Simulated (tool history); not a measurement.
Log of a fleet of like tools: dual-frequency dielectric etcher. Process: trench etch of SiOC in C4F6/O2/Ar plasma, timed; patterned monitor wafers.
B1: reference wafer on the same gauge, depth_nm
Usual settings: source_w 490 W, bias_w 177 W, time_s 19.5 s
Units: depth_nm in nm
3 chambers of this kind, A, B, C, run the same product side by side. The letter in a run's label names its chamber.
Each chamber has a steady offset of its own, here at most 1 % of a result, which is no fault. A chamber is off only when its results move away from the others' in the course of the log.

{"run": "1B", "hour": 6.3, "source_w": 490, "bias_w": 177, "time_s": 19.5, "B1": 41.295, "depth_nm": 42.839}
{"hour": 11.0, "done": "chamber A: source power generator calibrated"}
{"run": "2A", "hour": 12.5, "source_w": 490, "bias_w": 177, "time_s": 19.5, "B1": 41.224, "depth_nm": 43.612}
{"run": "3C", "hour": 18.1, "source_w": 490, "bias_w": 177, "time_s": 19.5, "B1": 41.301, "depth_nm": 43.692}
{"run": "4A", "hour": 22.0, "source_w": 490, "bias_w": 177, "time_s": 19.5, "B1": 41.333, "depth_nm": 43.535}
{"run": "5B", "hour": 27.3, "source_w": 490, "bias_w": 177, "time_s": 19.5, "B1": 41.358, "depth_nm": 43.241}
{"run": "6C", "hour": 30.8, "source_w": 490, "bias_w": 177, "time_s": 19.5, "B1": 41.321, "depth_nm": 43.65}
{"run": "7C", "hour": 35.3, "source_w": 490, "bias_w": 142, "time_s": 22, "B1": 41.293, "depth_nm": 45.874}
{"run": "8A", "hour": 41.7, "source_w": 490, "bias_w": 142, "time_s": 22, "B1": 41.362, "depth_nm": 46.217}
{"run": "9B", "hour": 46.7, "source_w": 490, "bias_w": 142, "time_s": 22, "B1": 41.374, "depth_nm": 44.64}
{"run": "10B", "hour": 50.8, "source_w": 490, "bias_w": 177, "time_s": 19.5, "B1": 41.321, "depth_nm": 42.437}
{"run": "11C", "hour": 55.7, "source_w": 490, "bias_w": 177, "time_s": 19.5, "B1": 41.255, "depth_nm": 43.335}
{"run": "12A", "hour": 60.8, "source_w": 490, "bias_w": 177, "time_s": 19.5, "B1": 41.31, "depth_nm": 43.769}
{"run": "13B", "hour": 67.2, "source_w": 490, "bias_w": 177, "time_s": 19.5, "B1": 41.273, "depth_nm": 42.377}
{"run": "14A", "hour": 72.6, "source_w": 490, "bias_w": 177, "time_s": 19.5, "B1": 41.291, "depth_nm": 43.546}
{"run": "15C", "hour": 77.0, "source_w": 490, "bias_w": 177, "time_s": 19.5, "B1": 41.318, "depth_nm": 43.516}
{"run": "16B", "hour": 82.3, "source_w": 490, "bias_w": 177, "time_s": 19.5, "B1": 41.33, "depth_nm": 42.025}
{"run": "17A", "hour": 86.0, "source_w": 490, "bias_w": 177, "time_s": 19.5, "B1": 41.297, "depth_nm": 44.122}
{"run": "18C", "hour": 92.1, "source_w": 490, "bias_w": 177, "time_s": 19.5, "B1": 41.337, "depth_nm": 44.046}
{"run": "19C", "hour": 97.3, "source_w": 490, "bias_w": 177, "time_s": 16.5, "B1": 41.342, "depth_nm": 36.736}
{"run": "20B", "hour": 100.2, "source_w": 490, "bias_w": 177, "time_s": 16.5, "B1": 41.331, "depth_nm": 35.034}
{"run": "21A", "hour": 103.7, "source_w": 490, "bias_w": 177, "time_s": 16.5, "B1": 41.342, "depth_nm": 37.229}
{"run": "22A", "hour": 108.8, "source_w": 490, "bias_w": 177, "time_s": 19.5, "B1": 41.316, "depth_nm": 44.173}
{"run": "23B", "hour": 113.3, "source_w": 490, "bias_w": 177, "time_s": 19.5, "B1": 41.328, "depth_nm": 41.819}

What goes on in this fleet: one chamber off, a drifting gauge, or nothing beyond the chambers' own small offsets? Name the chamber and the cause, if any.

Chamber B drifts away from the others.
Cause: etch rate under this chamber's usual, % = 4.94.

Here are 4 candidates for chamber B's next run, each the usual settings with a change, their results left as question marks. Which one brings its results back in line with what the others give on the usual settings?
In line means no further than this from the other chambers' mean on the usual settings: depth_nm 0.94 nm
{"run": "24B-1", "hour": 117.9, "source_w": 490, "bias_w": 176, "time_s": 19, "depth_nm": "?"}
{"run": "24B-2", "hour": 117.9, "source_w": 420, "bias_w": 177, "time_s": 19.5, "depth_nm": "?"}
{"run": "24B-3", "hour": 117.9, "source_w": 500, "bias_w": 179, "time_s": 20.5, "depth_nm": "?"}
{"run": "24B-4", "hour": 117.9, "source_w": 490, "bias_w": 177, "time_s": 20, "depth_nm": "?"}

The other chambers' mean on the usual settings: depth_nm 43.698 nm
run=24B-1 depth_nm=40.056
run=24B-2 depth_nm=38.772
run=24B-3 depth_nm=43.789
run=24B-4 depth_nm=42.238
24B-3 brings the chamber back in line.
